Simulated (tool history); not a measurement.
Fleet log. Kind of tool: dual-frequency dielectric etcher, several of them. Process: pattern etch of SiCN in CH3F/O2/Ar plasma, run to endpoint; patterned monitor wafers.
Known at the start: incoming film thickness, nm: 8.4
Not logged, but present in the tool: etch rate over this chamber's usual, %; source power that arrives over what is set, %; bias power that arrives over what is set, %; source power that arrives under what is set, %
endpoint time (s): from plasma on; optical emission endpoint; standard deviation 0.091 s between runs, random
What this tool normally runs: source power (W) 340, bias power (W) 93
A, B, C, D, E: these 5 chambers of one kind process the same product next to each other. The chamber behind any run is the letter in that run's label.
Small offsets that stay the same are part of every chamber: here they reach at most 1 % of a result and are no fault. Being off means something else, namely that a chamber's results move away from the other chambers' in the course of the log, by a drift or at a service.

run   hour  source power (W)  bias power (W)  hours since the last wet clean  hours since the last source power generator calibration  hours since the last bias power generator calibration  endpoint time (s)
       2.2  -- chamber B: wet clean of the chamber
 1C    5.3               340              93                            73.0                                                   1009.0                                                  721.8             21.625
 2A   13.3               340              93                            78.4                                                   4291.6                                                 2007.6             21.536
 3B   21.0               340              93                            18.9                                                   1129.5                                                  556.3             21.725
 4E   30.0               340              93                           176.6                                                   3904.8                                                  706.5             21.649
 5D   38.8               340              85                           241.0                                                   1830.6                                                 1333.0             22.302
 6A   47.8               340              85                           112.9                                                   4326.1                                                 2042.1             22.309
 7E   53.4               340              85                           200.0                                                   3928.2                                                  729.9             22.421
 8B   59.6               340              85                            57.5                                                   1168.1                                                  594.9             22.700
 9D   65.2               340              85                           267.4                                                   1857.0                                                 1359.4             22.521
10C   70.9               340              93                           138.6                                                   1074.6                                                  787.4             21.675
11E   80.7               340              93                           227.3                                                   3955.5                                                  757.2             21.609
12D   88.7               340              93                           290.9                                                   1880.5                                                 1382.9             21.683
13A   97.3               410              74                           162.4                                                   4375.6                                                 2091.6             21.825
14B  105.4               410              74                           103.3                                                   1213.9                                                  640.7             22.148
     109.0  -- chamber E: source power generator calibrated
     109.2  -- chamber A: bias power generator calibrated
15C  114.8               410              74                           182.5                                                   1118.5                                                  831.3             21.987
16B  120.1               410              74                           118.0                                                   1228.6                                                  655.4             22.091
17D  129.8               410              74                           332.0                                                   1921.6                                                 1424.0             21.934
18A  134.6               340              93                           199.7                                                   4412.9                                                   25.5             21.454
19E  139.4               340              93                           286.0                                                     30.5                                                  815.9             21.462
20C  145.2               340              93                           212.9                                                   1148.9                                                  861.7             21.473
21C  153.7               340              93                           221.4                                                   1157.4                                                  870.2             21.621
22B  163.4               340              93                           161.3                                                   1271.9                                                  698.7             21.745
23D  169.7               340              93                           371.9                                                   1961.5                                                 1463.9             21.622
24E  177.0               340              93                           323.6                                                     68.1                                                  853.5             21.321
25A  184.9               340              93                           250.0                                                   4463.2                                                   75.8             21.410
26C  191.6               340              93                           259.3                                                   1195.3                                                  908.1             21.786
27B  196.3               340              93                           194.2                                                   1304.8                                                  731.6             21.736
     199.8  -- chamber D: source power generator calibrated
28D  205.6               340              93                           407.8                                                      5.9                                                 1499.8             21.648
29A  212.3               340              93                           277.4                                                   4490.6                                                  103.2             21.447
30E  220.3               340              72                           366.9                                                    111.4                                                  896.8             23.227
31B  227.2               340              72                           225.1                                                   1335.7                                                  762.5             23.989

Which is it: a chamber that has drifted or been left off by a service, a gauge drift common to all chambers, or only each chamber's usual small offset? If a chamber is off, name it and its likeliest cause.

Little by little, chamber E moves away from the other chambers.
Cause: etch rate over this chamber's usual, % = 2.73.

Chamber E could run next with any of the 4 candidate recipes listed below; each alters the usual settings, and their results appear as question marks. Which one brings its results back in line with what the other chambers deliver on the usual settings?
To be in line, a result may differ from the other chambers' mean on the usual settings by at most: endpoint time (s) 0.320
32E-1  234.3               290              93                                                                                                                                                                  ?
32E-2  234.3               330              89                                                                                                                                                                  ?
32E-3  234.3               370              93                                                                                                                                                                  ?
32E-4  234.3               370             101                                                                                                                                                                  ?

What the other chambers average on the usual settings: endpoint time (s) 21.666
  run  endpoint time (s)
32E-1             22.386
32E-2             21.688
32E-3             20.448
32E-4             19.828
It is 32E-2 that realigns the chamber with its peers.
